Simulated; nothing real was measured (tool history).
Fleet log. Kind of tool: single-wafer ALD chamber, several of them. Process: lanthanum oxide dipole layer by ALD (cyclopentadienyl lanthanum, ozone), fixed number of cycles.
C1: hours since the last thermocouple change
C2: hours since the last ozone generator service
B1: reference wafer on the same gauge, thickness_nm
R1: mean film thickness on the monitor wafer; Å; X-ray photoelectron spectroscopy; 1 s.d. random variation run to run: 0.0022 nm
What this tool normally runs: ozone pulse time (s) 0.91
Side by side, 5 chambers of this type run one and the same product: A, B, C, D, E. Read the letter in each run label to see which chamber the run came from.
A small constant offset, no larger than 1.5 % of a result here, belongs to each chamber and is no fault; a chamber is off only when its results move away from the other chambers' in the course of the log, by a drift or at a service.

At hour 1.0: chamber A: ozone generator serviced.
Run 1D, hour 13.2: usual settings; C1 179.6; C2 349.9; B1 0.48504. Result: R1 4.7787 Å.
Run 2C, hour 26.3: usual settings; C1 367.4; C2 761.0; B1 0.48514. Result: R1 4.8171 Å.
Run 3A, hour 39.8: usual settings; C1 712.7; C2 38.9; B1 0.48517. Result: R1 4.8637 Å.
Run 4B, hour 53.6: usual settings; C1 912.0; C2 642.0; B1 0.48544. Result: R1 4.8438 Å.
Run 5E, hour 62.1: usual settings; C1 1097.1; C2 612.4; B1 0.48524. Result: R1 4.8969 Å.
Run 6C, hour 74.6: usual settings but ozone pulse time (s) 0.74; C1 415.7; C2 809.3; B1 0.48490. Result: R1 4.4504 Å.
Run 7D, hour 88.2: usual settings but ozone pulse time (s) 0.74; C1 254.6; C2 424.9; B1 0.48520. Result: R1 4.4255 Å.
Run 8A, hour 96.6: usual settings but ozone pulse time (s) 0.74; C1 769.5; C2 95.7; B1 0.48470. Result: R1 4.4897 Å.
Run 9E, hour 109.5: usual settings but ozone pulse time (s) 0.74; C1 1144.5; C2 659.8; B1 0.48515. Result: R1 4.5233 Å.
Run 10B, hour 124.1: usual settings but ozone pulse time (s) 0.74; C1 982.5; C2 712.5; B1 0.48467. Result: R1 4.4808 Å.
Run 11A, hour 137.9: usual settings; C1 810.8; C2 137.0; B1 0.48510. Result: R1 4.8327 Å.
Run 12C, hour 151.4: usual settings; C1 492.5; C2 886.1; B1 0.48509. Result: R1 4.8228 Å.
Run 13B, hour 160.6: usual settings; C1 1019.0; C2 749.0; B1 0.48557. Result: R1 4.8214 Å.
Run 14D, hour 169.1: usual settings but ozone pulse time (s) 0.62; C1 335.5; C2 505.8; B1 0.48548. Result: R1 4.0893 Å.
Run 15E, hour 181.9: usual settings but ozone pulse time (s) 0.62; C1 1216.9; C2 732.2; B1 0.48464. Result: R1 4.1605 Å.
Run 16A, hour 192.0: usual settings but ozone pulse time (s) 0.62; C1 864.9; C2 191.1; B1 0.48456. Result: R1 4.1254 Å.
Run 17E, hour 201.3: usual settings but ozone pulse time (s) 0.62; C1 1236.3; C2 751.6; B1 0.48488. Result: R1 4.1282 Å.
Run 18C, hour 212.1: usual settings but ozone pulse time (s) 0.62; C1 553.2; C2 946.8; B1 0.48492. Result: R1 4.1173 Å.
Run 19B, hour 222.8: usual settings; C1 1081.2; C2 811.2; B1 0.48521. Result: R1 4.7835 Å.
Run 20D, hour 235.1: usual settings; C1 401.5; C2 571.8; B1 0.48458. Result: R1 4.7900 Å.
Run 21E, hour 249.4: usual settings; C1 1284.4; C2 799.7; B1 0.48554. Result: R1 4.9448 Å.
Run 22D, hour 260.8: usual settings; C1 427.2; C2 597.5; B1 0.48502. Result: R1 4.8050 Å.
Run 23C, hour 273.6: usual settings; C1 614.7; C2 1008.3; B1 0.48481. Result: R1 4.8478 Å.
At hour 277.5: chamber A: thermocouple changed; heater temperature recalibrated.
Run 24A, hour 287.3: usual settings; C1 9.8; C2 286.4; B1 0.48474. Result: R1 4.8276 Å.
Run 25B, hour 296.5: usual settings; C1 1154.9; C2 884.9; B1 0.48436. Result: R1 4.8418 Å.
Run 26C, hour 310.0: usual settings; C1 651.1; C2 1044.7; B1 0.48501. Result: R1 4.8155 Å.
Run 27A, hour 319.0: usual settings; C1 41.5; C2 318.1; B1 0.48468. Result: R1 4.8425 Å.
Run 28E, hour 329.0: usual settings but ozone pulse time (s) 1.09; C1 1364.0; C2 879.3; B1 0.48503. Result: R1 5.1692 Å.
Run 29B, hour 342.4: usual settings but ozone pulse time (s) 1.09; C1 1200.8; C2 930.8; B1 0.48532. Result: R1 5.1020 Å.
At hour 345.4: chamber C: ozone generator serviced.
Run 30D, hour 356.3: usual settings but ozone pulse time (s) 1.09; C1 522.7; C2 693.0; B1 0.48506. Result: R1 5.0970 Å.
Run 31C, hour 364.0: usual settings but ozone pulse time (s) 1.09; C1 705.1; C2 18.6; B1 0.48537. Result: R1 5.1187 Å.
Run 32D, hour 372.9: usual settings but ozone pulse time (s) 1.09; C1 539.3; C2 709.6; B1 0.48423. Result: R1 5.0481 Å.
Run 33E, hour 381.8: usual settings; C1 1416.8; C2 932.1; B1 0.48476. Result: R1 4.9461 Å.
Run 34A, hour 396.9: usual settings; C1 119.4; C2 396.0; B1 0.48518. Result: R1 4.8353 Å.
Run 35B, hour 409.4: usual settings but ozone pulse time (s) 1.26; C1 1267.8; C2 997.8; B1 0.48472. Result: R1 5.2936 Å.
Run 36A, hour 425.6: usual settings but ozone pulse time (s) 1.26; C1 148.1; C2 424.7; B1 0.48519. Result: R1 5.2946 Å.

What goes on in this fleet: one chamber off, a drifting gauge, or nothing beyond the chambers' own small offsets? Name the chamber and the cause, if any.

Neither any chamber nor the gauge drifts; the chambers differ only by their own small, steady offsets.

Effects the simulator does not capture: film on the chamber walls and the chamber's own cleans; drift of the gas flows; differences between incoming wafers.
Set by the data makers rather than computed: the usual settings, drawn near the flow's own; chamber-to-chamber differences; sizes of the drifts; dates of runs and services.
